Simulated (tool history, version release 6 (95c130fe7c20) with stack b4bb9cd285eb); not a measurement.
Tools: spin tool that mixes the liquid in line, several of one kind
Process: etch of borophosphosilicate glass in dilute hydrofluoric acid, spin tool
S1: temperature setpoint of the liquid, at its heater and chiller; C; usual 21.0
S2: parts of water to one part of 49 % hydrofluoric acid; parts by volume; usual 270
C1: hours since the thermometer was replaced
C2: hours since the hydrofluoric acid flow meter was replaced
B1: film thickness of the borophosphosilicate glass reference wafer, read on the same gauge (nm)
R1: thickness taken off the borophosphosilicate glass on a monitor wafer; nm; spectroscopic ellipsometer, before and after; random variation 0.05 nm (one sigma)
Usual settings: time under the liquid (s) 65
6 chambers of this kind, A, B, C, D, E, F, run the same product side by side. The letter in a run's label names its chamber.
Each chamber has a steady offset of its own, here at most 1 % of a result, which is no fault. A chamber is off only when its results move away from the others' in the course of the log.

{"run": "1C", "hour": 11.2, "S1": 21.0, "S2": 270, "time under the liquid (s)": 65, "C1": 402.4, "C2": 449.4, "B1": 90.017, "R1": 8.5653}
{"run": "2F", "hour": 25.4, "S1": 21.0, "S2": 270, "time under the liquid (s)": 65, "C1": 715.6, "C2": 851.6, "B1": 89.971, "R1": 8.6125}
{"run": "3D", "hour": 34.9, "S1": 21.0, "S2": 270, "time under the liquid (s)": 65, "C1": 96.9, "C2": 1046.0, "B1": 89.995, "R1": 8.7459}
{"run": "4E", "hour": 43.5, "S1": 21.0, "S2": 270, "time under the liquid (s)": 65, "C1": 2640.2, "C2": 1004.5, "B1": 89.973, "R1": 8.6841}
{"run": "5A", "hour": 53.0, "S1": 21.0, "S2": 270, "time under the liquid (s)": 65, "C1": 486.4, "C2": 572.4, "B1": 90.014, "R1": 8.6586}
{"run": "6B", "hour": 62.3, "S1": 21.0, "S2": 270, "time under the liquid (s)": 65, "C1": 517.4, "C2": 1359.7, "B1": 90.043, "R1": 8.7733}
{"run": "7D", "hour": 74.9, "S1": 21.0, "S2": 270, "time under the liquid (s)": 65, "C1": 136.9, "C2": 1086.0, "B1": 90.001, "R1": 8.7681}
{"run": "8C", "hour": 85.8, "S1": 21.0, "S2": 270, "time under the liquid (s)": 65, "C1": 477.0, "C2": 524.0, "B1": 89.962, "R1": 8.6064}
{"run": "9F", "hour": 99.3, "S1": 21.0, "S2": 270, "time under the liquid (s)": 65, "C1": 789.5, "C2": 925.5, "B1": 90.028, "R1": 8.8224}
{"run": "10A", "hour": 109.2, "S1": 21.0, "S2": 270, "time under the liquid (s)": 65, "C1": 542.6, "C2": 628.6, "B1": 89.965, "R1": 8.7502}
{"run": "11B", "hour": 122.1, "S1": 25.5, "S2": 145, "time under the liquid (s)": 65, "C1": 577.2, "C2": 1419.5, "B1": 89.971, "R1": 21.705}
{"run": "12E", "hour": 131.5, "S1": 25.5, "S2": 145, "time under the liquid (s)": 65, "C1": 2728.2, "C2": 1092.5, "B1": 89.992, "R1": 21.737}
{"run": "13A", "hour": 144.1, "S1": 25.5, "S2": 145, "time under the liquid (s)": 65, "C1": 577.5, "C2": 663.5, "B1": 89.975, "R1": 22.547}
{"run": "14B", "hour": 158.4, "S1": 25.5, "S2": 145, "time under the liquid (s)": 65, "C1": 613.5, "C2": 1455.8, "B1": 89.941, "R1": 21.438}
{"run": "15F", "hour": 168.8, "S1": 25.5, "S2": 145, "time under the liquid (s)": 65, "C1": 859.0, "C2": 995.0, "B1": 89.965, "R1": 22.153}
{"run": "16D", "hour": 177.8, "S1": 25.5, "S2": 145, "time under the liquid (s)": 65, "C1": 239.8, "C2": 1188.9, "B1": 90.064, "R1": 21.919}
{"run": "17E", "hour": 185.6, "S1": 18.0, "S2": 270, "time under the liquid (s)": 65, "C1": 2782.3, "C2": 1146.6, "B1": 89.972, "R1": 7.7451}
{"hour": 186.2, "done": "chamber E: hydrofluoric acid flow meter replaced"}
{"run": "18C", "hour": 194.4, "S1": 18.0, "S2": 270, "time under the liquid (s)": 65, "C1": 585.6, "C2": 632.6, "B1": 90.044, "R1": 7.6788}
{"run": "19C", "hour": 204.7, "S1": 18.0, "S2": 270, "time under the liquid (s)": 65, "C1": 595.9, "C2": 642.9, "B1": 90.013, "R1": 7.717}
{"run": "20D", "hour": 211.4, "S1": 18.0, "S2": 270, "time under the liquid (s)": 65, "C1": 273.4, "C2": 1222.5, "B1": 90.022, "R1": 7.8725}
{"run": "21F", "hour": 220.0, "S1": 18.0, "S2": 270, "time under the liquid (s)": 65, "C1": 910.2, "C2": 1046.2, "B1": 89.995, "R1": 7.7199}
{"run": "22E", "hour": 234.4, "S1": 18.0, "S2": 270, "time under the liquid (s)": 65, "C1": 2831.1, "C2": 48.2, "B1": 89.977, "R1": 7.7973}
{"run": "23A", "hour": 243.5, "S1": 21.0, "S2": 270, "time under the liquid (s)": 65, "C1": 676.9, "C2": 762.9, "B1": 90.027, "R1": 8.7398}
{"run": "24B", "hour": 256.2, "S1": 21.0, "S2": 270, "time under the liquid (s)": 65, "C1": 711.3, "C2": 1553.6, "B1": 89.981, "R1": 8.4056}
{"hour": 259.9, "done": "chamber B: thermometer replaced"}
{"run": "25F", "hour": 265.8, "S1": 21.0, "S2": 270, "time under the liquid (s)": 65, "C1": 956.0, "C2": 1092.0, "B1": 89.969, "R1": 8.7661}
{"run": "26C", "hour": 275.4, "S1": 21.0, "S2": 215, "time under the liquid (s)": 65, "C1": 666.6, "C2": 713.6, "B1": 90.019, "R1": 11.41}
{"run": "27D", "hour": 286.4, "S1": 21.0, "S2": 215, "time under the liquid (s)": 65, "C1": 348.4, "C2": 1297.5, "B1": 90.025, "R1": 11.563}
{"hour": 287.4, "done": "chamber C: thermometer replaced"}
{"run": "28B", "hour": 298.4, "S1": 21.0, "S2": 215, "time under the liquid (s)": 65, "C1": 38.5, "C2": 1595.8, "B1": 89.945, "R1": 11.031}
{"hour": 300.4, "done": "chamber E: thermometer replaced"}
{"run": "29E", "hour": 311.0, "S1": 21.0, "S2": 215, "time under the liquid (s)": 65, "C1": 10.7, "C2": 124.8, "B1": 90.017, "R1": 11.462}
{"run": "30A", "hour": 322.3, "S1": 21.0, "S2": 215, "time under the liquid (s)": 65, "C1": 755.7, "C2": 841.7, "B1": 90.014, "R1": 11.67}
{"run": "31F", "hour": 334.9, "S1": 21.0, "S2": 215, "time under the liquid (s)": 65, "C1": 1025.1, "C2": 1161.1, "B1": 89.981, "R1": 11.576}
{"run": "32C", "hour": 345.5, "S1": 21.0, "S2": 270, "time under the liquid (s)": 65, "C1": 58.1, "C2": 783.7, "B1": 90.028, "R1": 8.5639}
{"run": "33D", "hour": 355.6, "S1": 21.0, "S2": 270, "time under the liquid (s)": 65, "C1": 417.6, "C2": 1366.7, "B1": 89.975, "R1": 8.7956}
{"run": "34B", "hour": 368.9, "S1": 21.0, "S2": 270, "time under the liquid (s)": 65, "C1": 109.0, "C2": 1666.3, "B1": 90.02, "R1": 8.201}
{"run": "35E", "hour": 376.9, "S1": 21.0, "S2": 270, "time under the liquid (s)": 65, "C1": 76.6, "C2": 190.7, "B1": 89.995, "R1": 8.7978}
{"hour": 381.9, "done": "chamber F: hydrofluoric acid flow meter replaced"}
{"run": "36A", "hour": 383.9, "S1": 21.0, "S2": 310, "time under the liquid (s)": 65, "C1": 817.3, "C2": 903.3, "B1": 90.024, "R1": 7.3135}
{"run": "37C", "hour": 396.2, "S1": 21.0, "S2": 310, "time under the liquid (s)": 65, "C1": 108.8, "C2": 834.4, "B1": 90.016, "R1": 7.2346}
{"run": "38A", "hour": 409.6, "S1": 21.0, "S2": 310, "time under the liquid (s)": 65, "C1": 843.0, "C2": 929.0, "B1": 89.99, "R1": 7.3051}
{"run": "39F", "hour": 419.2, "S1": 21.0, "S2": 310, "time under the liquid (s)": 65, "C1": 1109.4, "C2": 37.4, "B1": 90.027, "R1": 7.2554}
{"run": "40B", "hour": 429.3, "S1": 21.0, "S2": 310, "time under the liquid (s)": 65, "C1": 169.4, "C2": 1726.7, "B1": 90.053, "R1": 6.8079}
{"run": "41E", "hour": 440.0, "S1": 21.0, "S2": 310, "time under the liquid (s)": 65, "C1": 139.7, "C2": 253.8, "B1": 89.998, "R1": 7.2737}

What goes on in this fleet: one chamber off, a drifting gauge, or nothing beyond the chambers' own small offsets? Name the chamber and the cause, if any.

Chamber B drifts away from the others.
Cause: hydrofluoric acid flow below the setpoint (%) = 6.27.

Here are 4 candidates for chamber B's next run, each the usual settings with a change, their results left as question marks. Which one brings its results back in line with what the others give on the usual settings?
In line means no further than this from the other chambers' mean on the usual settings: R1 0.1700 nm
{"run": "42B-1", "hour": 450.4, "S1": 21.0, "S2": 270, "time under the liquid (s)": 70, "R1": "?"}
{"run": "42B-2", "hour": 450.4, "S1": 21.5, "S2": 240, "time under the liquid (s)": 65, "R1": "?"}
{"run": "42B-3", "hour": 450.4, "S1": 19.0, "S2": 270, "time under the liquid (s)": 65, "R1": "?"}
{"run": "42B-4", "hour": 450.4, "S1": 20.5, "S2": 300, "time under the liquid (s)": 65, "R1": "?"}

The other chambers' mean on the usual settings: R1 8.6928 nm
run=42B-1 R1=8.6479
run=42B-2 R1=9.4765
run=42B-3 R1=7.4667
run=42B-4 R1=6.8988
42B-1 brings the chamber back in line.
